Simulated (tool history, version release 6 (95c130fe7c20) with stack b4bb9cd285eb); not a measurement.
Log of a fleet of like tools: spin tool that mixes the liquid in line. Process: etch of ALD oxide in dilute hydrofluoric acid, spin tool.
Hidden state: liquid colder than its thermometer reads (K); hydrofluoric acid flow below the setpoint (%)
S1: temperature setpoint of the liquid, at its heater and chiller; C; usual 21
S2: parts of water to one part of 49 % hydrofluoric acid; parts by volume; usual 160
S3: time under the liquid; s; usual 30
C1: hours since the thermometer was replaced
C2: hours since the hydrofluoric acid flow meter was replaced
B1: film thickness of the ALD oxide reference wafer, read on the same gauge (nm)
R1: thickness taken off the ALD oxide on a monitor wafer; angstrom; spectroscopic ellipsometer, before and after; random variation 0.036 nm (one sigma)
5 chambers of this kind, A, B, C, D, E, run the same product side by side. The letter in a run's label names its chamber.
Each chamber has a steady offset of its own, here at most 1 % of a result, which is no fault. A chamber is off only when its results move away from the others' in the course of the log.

run   hour  S1   S2  S3      C1      C2      B1      R1
 1D    5.9  21  160  30  1635.7   949.9  119.98  43.319
 2C   14.5  21  160  30    63.2  1315.3  120.02   43.41
 3E   20.8  21  160  30   209.1   422.5  120.04  43.241
 4A   27.8  21  160  30   432.8   131.5  120.02  43.684
 5B   33.7  21  160  30   533.5  1099.2     120  44.023
 6C   42.1  21  160  30    90.8  1342.9     120  43.604
 7D   47.7  21  185  20  1677.5   991.7  119.99  24.378
 8E   53.5  21  185  20   241.8   455.2  119.96  24.113
 9B   59.4  21  185  20   559.2  1124.9  120.01  24.335
10A   63.7  21  185  20   468.7   167.4  119.96  24.485
11A   71.7  21  185  20   476.7   175.4     120  24.473
12D     80  21  160  30  1709.8    1024  120.01  43.773
13B   88.1  21  160  30   587.9  1153.6     120  43.715
14C   95.3  21  160  30     144  1396.1  120.01  43.584
15E  101.4  21  160  30   289.7   503.1  120.02  43.829
16B  107.6  21  160  30   607.4  1173.1  119.97  43.287
17D  112.1  21  160  30  1741.9  1056.1  120.03  43.539
18C  119.6  21  160  30   168.3  1420.4  119.97  42.757
19A  125.6  21  230  20   530.6   229.3  120.01  18.935
20E  133.9  21  230  20   322.2   535.6  119.99  18.622
21D    141  21  230  20  1770.8    1085     120  18.969
22A  148.6  21  230  20   553.6   252.3  120.04  19.037
23E  156.9  21  230  20   345.2   558.6  120.05  18.892
24B  161.1  21  160  30   660.9  1226.6     120  43.642
25C  169.6  21  160  30   218.3  1470.4  119.99  43.499
26C    176  21  160  30   224.7  1476.8  120.03  42.908
27B  182.2  23  160  30     682  1247.7  119.97  47.493
28A  186.2  23  160  30   591.2   289.9  120.02   46.58
29E  192.6  23  160  30   380.9   594.3  119.96  46.754
30D  197.2  23  160  30    1827  1141.2  120.01  46.993
31E  204.5  23  160  30   392.8   606.2  119.97  47.243
32A    213  21  195  40     618   316.7  120.01  46.276
33B  219.5  21  195  40   719.3    1285     120  46.577
34D  225.3  21  195  40  1855.1  1169.3     120  47.139
35C  232.1  21  195  40   280.8  1532.9     120  45.693
36B  240.6  21  195  40   740.4  1306.1  119.96  46.592
37A  248.1  21  160  30   653.1   351.8  120.02  43.596
38D  253.5  21  160  30  1883.3  1197.5  120.02   43.48
39C  260.2  21  160  30   308.9    1561     120  43.855
40E  268.1  21  160  30   456.4   669.8  120.01  42.999
41A  274.1  21  160  30   679.1   377.8  119.97  42.946
42C  280.2  21  160  30   328.9    1581  120.04  43.495

Next, every chamber runs the same settings. What will each give?
43A  286.5  21  160  30               ?
43B  286.5  21  160  30               ?
43C  286.5  21  160  30               ?
43D  286.5  21  160  30               ?
43E  286.5  21  160  30               ?

run      R1
43A  43.518
43B  43.772
43C  43.204
43D  43.141
43E  43.009
